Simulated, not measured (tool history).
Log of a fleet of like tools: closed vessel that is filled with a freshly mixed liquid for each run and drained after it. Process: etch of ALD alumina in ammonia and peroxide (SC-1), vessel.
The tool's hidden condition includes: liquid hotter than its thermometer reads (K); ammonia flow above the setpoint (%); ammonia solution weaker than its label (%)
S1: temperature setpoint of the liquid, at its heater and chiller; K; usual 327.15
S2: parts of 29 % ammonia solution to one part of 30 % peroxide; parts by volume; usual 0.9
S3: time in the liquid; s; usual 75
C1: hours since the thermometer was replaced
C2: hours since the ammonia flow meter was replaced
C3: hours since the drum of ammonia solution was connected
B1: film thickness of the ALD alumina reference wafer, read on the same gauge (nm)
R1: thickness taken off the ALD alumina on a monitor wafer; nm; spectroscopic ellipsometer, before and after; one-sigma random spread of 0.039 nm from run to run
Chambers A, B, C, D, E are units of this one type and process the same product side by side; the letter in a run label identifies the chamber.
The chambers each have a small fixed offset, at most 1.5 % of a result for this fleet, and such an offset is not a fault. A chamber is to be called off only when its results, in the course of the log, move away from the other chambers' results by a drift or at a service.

Run 1A, hour 11.7: usual settings; C1 2463.7; C2 1077.4; C3 200.7; B1 149.99. Result: R1 4.8236 nm.
At hour 16.4: chamber E: new drum of ammonia solution connected.
Run 2E, hour 19.9: usual settings; C1 615.4; C2 662.9; C3 3.6; B1 150.01. Result: R1 4.84 nm.
Run 3D, hour 29: usual settings; C1 530; C2 502.5; C3 94.2; B1 150.01. Result: R1 4.8301 nm.
Run 4C, hour 34.6: usual settings; C1 208.3; C2 1501.9; C3 236.6; B1 150.01. Result: R1 4.769 nm.
Run 5B, hour 43.4: usual settings; C1 608.6; C2 1780.7; C3 290.9; B1 150.03. Result: R1 4.909 nm.
Run 6A, hour 54.5: usual settings; C1 2506.5; C2 1120.2; C3 243.5; B1 150.01. Result: R1 4.8043 nm.
Run 7D, hour 62.6: usual settings; C1 563.6; C2 536.1; C3 127.8; B1 149.98. Result: R1 4.81 nm.
At hour 65.6: chamber A: ammonia flow meter replaced.
Run 8B, hour 74.3: usual settings; C1 639.5; C2 1811.6; C3 321.8; B1 150.02. Result: R1 4.8481 nm.
Run 9C, hour 82.1: usual settings but S2 1.15 parts by volume, S3 115 s; C1 255.8; C2 1549.4; C3 284.1; B1 150.01. Result: R1 7.4714 nm.
Run 10E, hour 88.8: usual settings but S2 1.15 parts by volume, S3 115 s; C1 684.3; C2 731.8; C3 72.5; B1 150.03. Result: R1 7.5841 nm.
Run 11E, hour 99: usual settings but S2 1.15 parts by volume, S3 115 s; C1 694.5; C2 742; C3 82.7; B1 150.05. Result: R1 7.555 nm.
Run 12C, hour 107.4: usual settings but S2 1.15 parts by volume, S3 115 s; C1 281.1; C2 1574.7; C3 309.4; B1 150.04. Result: R1 7.3948 nm.
Run 13B, hour 117.4: usual settings but S2 1.15 parts by volume, S3 115 s; C1 682.6; C2 1854.7; C3 364.9; B1 150.01. Result: R1 7.6401 nm.
Run 14D, hour 127.3: usual settings; C1 628.3; C2 600.8; C3 192.5; B1 150. Result: R1 4.8101 nm.
Run 15A, hour 136.4: usual settings; C1 2588.4; C2 70.8; C3 325.4; B1 150.01. Result: R1 4.7424 nm.
Run 16B, hour 147.9: usual settings; C1 713.1; C2 1885.2; C3 395.4; B1 150.01. Result: R1 4.8776 nm.
Run 17C, hour 153.5: usual settings; C1 327.2; C2 1620.8; C3 355.5; B1 149.98. Result: R1 4.732 nm.
At hour 164.7: chamber B: new drum of ammonia solution connected.
Run 18E, hour 165.1: usual settings; C1 760.6; C2 808.1; C3 148.8; B1 150.01. Result: R1 4.8114 nm.
Run 19D, hour 176.3: usual settings but S1 322.15 K; C1 677.3; C2 649.8; C3 241.5; B1 150. Result: R1 3.6431 nm.
Run 20A, hour 185.1: usual settings but S1 322.15 K; C1 2637.1; C2 119.5; C3 374.1; B1 149.96. Result: R1 3.6879 nm.
Run 21E, hour 191.1: usual settings but S1 322.15 K; C1 786.6; C2 834.1; C3 174.8; B1 149.96. Result: R1 3.7288 nm.
At hour 193.1: chamber D: thermometer replaced.
Run 22B, hour 198.4: usual settings but S1 322.15 K; C1 763.6; C2 1935.7; C3 33.8; B1 150.03. Result: R1 3.8066 nm.
Run 23C, hour 208.5: usual settings but S1 322.15 K; C1 382.2; C2 1675.8; C3 410.5; B1 150.02. Result: R1 3.6551 nm.
Run 24A, hour 218.8: usual settings; C1 2670.8; C2 153.2; C3 407.8; B1 149.99. Result: R1 4.8242 nm.
Run 25D, hour 228.2: usual settings; C1 35.2; C2 701.7; C3 293.4; B1 150.03. Result: R1 4.8305 nm.
Run 26D, hour 240.6: usual settings; C1 47.6; C2 714.1; C3 305.8; B1 150.01. Result: R1 4.8567 nm.
Run 27C, hour 251.3: usual settings but S1 319.15 K, S2 0.6 parts by volume; C1 425; C2 1718.6; C3 453.3; B1 150.02. Result: R1 2.9565 nm.
Run 28A, hour 258.1: usual settings but S1 319.15 K, S2 0.6 parts by volume; C1 2710.1; C2 192.5; C3 447.1; B1 149.99. Result: R1 3.0271 nm.
Run 29B, hour 267.9: usual settings but S1 319.15 K, S2 0.6 parts by volume; C1 833.1; C2 2005.2; C3 103.3; B1 150.02. Result: R1 3.1224 nm.
Run 30E, hour 277.6: usual settings but S1 319.15 K, S2 0.6 parts by volume; C1 873.1; C2 920.6; C3 261.3; B1 150. Result: R1 2.9555 nm.
At hour 278.9: chamber E: ammonia flow meter replaced.
At hour 287.1: chamber A: thermometer replaced.
Run 31E, hour 287.8: usual settings but S1 319.15 K, S2 0.6 parts by volume; C1 883.3; C2 9; C3 271.5; B1 150. Result: R1 2.9729 nm.
Run 32D, hour 297.2: usual settings but S2 1.2 parts by volume; C1 104.2; C2 770.7; C3 362.4; B1 150.01. Result: R1 4.9091 nm.
Run 33B, hour 304.4: usual settings but S2 1.2 parts by volume; C1 869.6; C2 2041.7; C3 139.8; B1 150.01. Result: R1 5.2624 nm.
Run 34A, hour 315.5: usual settings but S2 1.2 parts by volume; C1 28.5; C2 249.9; C3 504.5; B1 150.01. Result: R1 4.9219 nm.
At hour 318.9: chamber B: ammonia flow meter replaced.
Run 35C, hour 327: usual settings but S2 1.2 parts by volume; C1 500.7; C2 1794.3; C3 529; B1 150.05. Result: R1 4.9138 nm.
Run 36D, hour 335.3: usual settings but S2 1.2 parts by volume; C1 142.3; C2 808.8; C3 400.5; B1 149.96. Result: R1 4.9557 nm.
Run 37B, hour 341.4: usual settings; C1 906.6; C2 22.5; C3 176.8; B1 149.98. Result: R1 4.9805 nm.
At hour 345.5: chamber E: thermometer replaced.
At hour 345.9: chamber A: new drum of ammonia solution connected.
Run 38E, hour 348.7: usual settings; C1 3.2; C2 69.9; C3 332.4; B1 149.98. Result: R1 4.8524 nm.
Run 39C, hour 355.8: usual settings; C1 529.5; C2 1823.1; C3 557.8; B1 150.01. Result: R1 4.8418 nm.
Run 40A, hour 361.4: usual settings; C1 74.4; C2 295.8; C3 15.6; B1 150. Result: R1 4.7992 nm.

Read the log: is a single chamber off, either drifting away or since a service, is the gauge that measures every chamber drifting, or is nothing wrong beyond small per-chamber offsets? Name any odd chamber and what most likely caused it.

Chamber B drifts away from the others.
Likeliest cause: liquid hotter than its thermometer reads (K) = 1.03.

Below are 4 candidate recipes for chamber B's next run, each the usual settings with a change, their results shown as question marks. Which of them brings B's results back in line with what the other chambers give on the usual settings?
In line means no further than this from the other chambers' mean on the usual settings: R1 0.14 nm
Run 41B-1, hour 370.5: usual settings but S1 326.15 K, S3 70 s. Result: R1 ?.
Run 41B-2, hour 370.5: usual settings but S3 80 s. Result: R1 ?.
Run 41B-3, hour 370.5: usual settings but S1 328.15 K, S3 80 s. Result: R1 ?.
Run 41B-4, hour 370.5: usual settings but S3 70 s. Result: R1 ?.

The other chambers' mean on the usual settings: R1 4.7985 nm
  run      R1
41B-1  4.4909
41B-2  5.4132
41B-3  5.7041
41B-4  4.7365
41B-4 brings the chamber back in line.
